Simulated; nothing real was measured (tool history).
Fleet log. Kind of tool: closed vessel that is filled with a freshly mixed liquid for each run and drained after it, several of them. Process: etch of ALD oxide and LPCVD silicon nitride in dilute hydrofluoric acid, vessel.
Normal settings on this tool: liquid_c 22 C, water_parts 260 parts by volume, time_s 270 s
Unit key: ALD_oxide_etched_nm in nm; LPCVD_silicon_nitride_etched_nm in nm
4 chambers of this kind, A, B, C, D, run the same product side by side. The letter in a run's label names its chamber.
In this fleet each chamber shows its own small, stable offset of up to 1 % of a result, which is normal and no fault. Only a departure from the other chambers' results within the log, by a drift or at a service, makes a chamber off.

run,hour,liquid_c,water_parts,time_s,"read-back film thickness of the ALD oxide reference wafer, read on the same gauge (nm)","read-back film thickness of the LPCVD silicon nitride reference wafer, read on the same gauge (nm)",ALD_oxide_etched_nm,LPCVD_silicon_nitride_etched_nm
1C,6.5,22,260,270,70.012,60.004,17.461,0.49801
2B,12.4,22,260,270,69.988,59.976,17.213,0.52523
3A,21,22,260,270,70.019,59.987,17.101,0.5696
4D,28.2,22,260,270,70.009,59.998,17.515,0.48819
5C,33.4,22,260,270,70.001,59.992,17.376,0.50426
6B,40.4,22,260,270,70.01,59.976,17.343,0.51252
7D,47.8,22,260,270,69.998,59.997,17.03,0.51383
8A,55.2,22,260,270,69.989,59.983,17.314,0.47705
9D,62.6,22,260,270,69.983,59.97,16.725,0.4869
10A,68.3,22,260,270,69.991,60.053,17.425,0.52349
11B,73.1,22,260,270,70.025,60.02,17.512,0.50172
12C,77.5,22,260,270,69.974,59.993,17.282,0.48831
13C,85.6,22,260,270,70.016,60.035,17.203,0.49902
14B,89.9,22,260,270,69.994,60.009,17.323,0.52225
15D,94.5,22,185,270,69.971,59.983,25.387,0.71752
16A,100.9,22,185,270,70.008,59.991,25.954,0.71129
17B,106.8,22,185,270,69.994,59.992,26.234,0.71726
18C,115.1,22,185,270,69.985,60.014,26.737,0.73424
19A,122.5,26.5,155,270,70.013,60.018,38.976,1.0002
20D,128.6,26.5,155,270,70.005,60.021,36.019,1.0594
21C,134.8,26.5,155,270,70.022,59.995,38.905,1.1788
22A,141.9,26.5,155,270,69.993,60.018,38.265,1.1108
23B,149.6,22,260,270,70.021,60.013,17.266,0.47793
24D,156,22,260,270,69.989,59.99,16.054,0.45361
25B,162.2,22,260,270,70.023,59.994,17.48,0.48998

What goes on in this fleet: one chamber off, a drifting gauge, or nothing beyond the chambers' own small offsets? Name the chamber and the cause, if any.

Chamber D drifts away from the others.
Likeliest cause: hydrofluoric acid flow below the setpoint (%) = 6.07.

Below are 4 candidate recipes for chamber D's next run, each the usual settings with a change, their results shown as question marks. Which of them brings D's results back in line with what the other chambers give on the usual settings?
In line here means within this much of the mean the other chambers give on the usual settings: ALD_oxide_etched_nm 0.54 nm; LPCVD_silicon_nitride_etched_nm 0.1 nm
26D-1,168.5,22.5,290,260,,,?,?
26D-2,168.5,21,230,275,,,?,?
26D-3,168.5,21.5,245,275,,,?,?
26D-4,168.5,22,275,265,,,?,?

Average result of the remaining chambers running the usual settings: ALD_oxide_etched_nm 17.344 nm; LPCVD_silicon_nitride_etched_nm 0.49705 nm
run,ALD_oxide_etched_nm,LPCVD_silicon_nitride_etched_nm
26D-1,13.504,0.4005
26D-2,18.203,0.48525
26D-3,17.12,0.4705
26D-4,14.488,0.4172
The answer is 26D-3, which returns the chamber to within the allowed miss of the others.
